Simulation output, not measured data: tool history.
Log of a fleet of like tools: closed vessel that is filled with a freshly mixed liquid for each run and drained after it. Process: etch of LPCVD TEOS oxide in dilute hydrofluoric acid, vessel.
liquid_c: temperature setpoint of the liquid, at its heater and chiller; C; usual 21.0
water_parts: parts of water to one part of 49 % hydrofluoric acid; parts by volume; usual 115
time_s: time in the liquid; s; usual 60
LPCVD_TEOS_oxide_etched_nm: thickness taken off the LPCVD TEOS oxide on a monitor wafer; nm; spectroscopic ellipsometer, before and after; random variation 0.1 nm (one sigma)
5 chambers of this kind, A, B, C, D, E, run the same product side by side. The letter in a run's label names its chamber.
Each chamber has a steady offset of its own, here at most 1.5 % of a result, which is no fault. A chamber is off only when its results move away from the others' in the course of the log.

run    day  liquid_c  water_parts  time_s  read-back film thickness of the LPCVD TEOS oxide reference wafer, read on the same gauge (nm)  LPCVD_TEOS_oxide_etched_nm
 1D  0.192      21.0          115      60                                                                                         149.99                     12.7540
 2C  0.421      21.0          115      60                                                                                         149.98                     12.8960
 3A  0.633      21.0          115      60                                                                                         149.99                     13.1590
 4B  0.767      21.0          115      60                                                                                         149.99                     12.7180
 5E  1.017      21.0          115      60                                                                                         150.00                     12.5730
 6E  1.158      21.0          115      60                                                                                         150.02                     12.5620
 7C  1.404      21.0          115      60                                                                                         150.01                     13.0150
 8B  1.554      21.0          115      60                                                                                         149.99                     12.6780
 9D  1.708      21.0          115      60                                                                                         150.03                     12.5600
10A  1.846      21.0          160      60                                                                                         150.01                      8.9184
11E  2.004      21.0          160      60                                                                                         150.00                      8.5787
12A  2.125      21.0          160      60                                                                                         150.01                      8.8711
     2.258  -- chamber B: hydrofluoric acid flow meter replaced
13D  2.275      21.0          160      60                                                                                         149.98                      9.0003
     2.333  -- chamber A: hydrofluoric acid flow meter replaced
14C  2.438      21.0          160      60                                                                                         150.00                      8.9864
15B  2.692      21.0          115      60                                                                                         149.98                     12.7250
16D  2.921      21.0          115      60                                                                                         149.98                     12.8000
17E  3.154      21.0          115      60                                                                                         150.02                     12.5210
18C  3.433      21.0          150      80                                                                                         150.03                     12.5720
19B  3.629      21.0          150      80                                                                                         149.98                     12.4880
20A  3.821      21.0          150      80                                                                                         150.00                     12.9860
21A  4.071      21.0          150      80                                                                                         149.98                     12.9480
22D  4.233      21.0          150      80                                                                                         150.03                     12.6830
23C  4.479      21.0          115      60                                                                                         149.96                     12.9400
24B  4.746      21.0          115      60                                                                                         149.95                     12.7870
25E  4.904      21.0          115      75                                                                                         150.02                     15.1210
26C  5.083      21.0          115      75                                                                                         150.01                     16.3990
27D  5.321      21.0          115      75                                                                                         149.97                     15.9910
28E  5.500      21.0          115      75                                                                                         150.01                     15.0890
29B  5.675      21.0          115      75                                                                                         149.95                     16.0150
30A  5.900      21.0           75      80                                                                                         149.97                     27.4120
31B  6.042      21.0           75      80                                                                                         150.03                     27.2430
32A  6.183      21.0           75      80                                                                                         149.96                     27.4170
33C  6.438      21.0           75      80                                                                                         150.03                     27.9440
34D  6.679      21.0           75      80                                                                                         150.00                     27.1340
35E  6.933      18.0          115      30                                                                                         150.00                      5.3231
36C  7.092      18.0          115      30                                                                                         150.03                      5.7490
37D  7.246      18.0          115      30                                                                                         150.00                      5.6777
38B  7.388      18.0          115      30                                                                                         149.99                      5.6666
39A  7.600      18.0          115      30                                                                                         149.98                      5.7968
40E  7.796      21.0          115      60                                                                                         150.00                     11.8970
41C  7.975      21.0          115      60                                                                                         150.00                     12.6670

What goes on in this fleet: one chamber off, a drifting gauge, or nothing beyond the chambers' own small offsets? Name the chamber and the cause, if any.

Chamber E drifts away from the others.
Cause: hydrofluoric acid flow below the setpoint (%) = 5.21.
The log may not tell that from: liquid colder than its thermometer reads (K).

Here are 4 candidates for chamber E's next run, each the usual settings with a change, their results left as question marks. Which one brings its results back in line with what the others give on the usual settings?
In line means no further than this from the other chambers' mean on the usual settings: LPCVD_TEOS_oxide_etched_nm 0.3600 nm
42E-1  8.171      21.0          115      65                                                                                                                          ?
42E-2  8.171      22.0          115      60                                                                                                                          ?
42E-3  8.171      19.0          115      60                                                                                                                          ?
42E-4  8.171      20.0          115      60                                                                                                                          ?

The other chambers' mean on the usual settings: LPCVD_TEOS_oxide_etched_nm 12.8700 nm
  run  LPCVD_TEOS_oxide_etched_nm
42E-1                     12.7890
42E-2                     12.2770
42E-3                     10.9000
42E-4                     11.3440
42E-1 brings the chamber back in line.
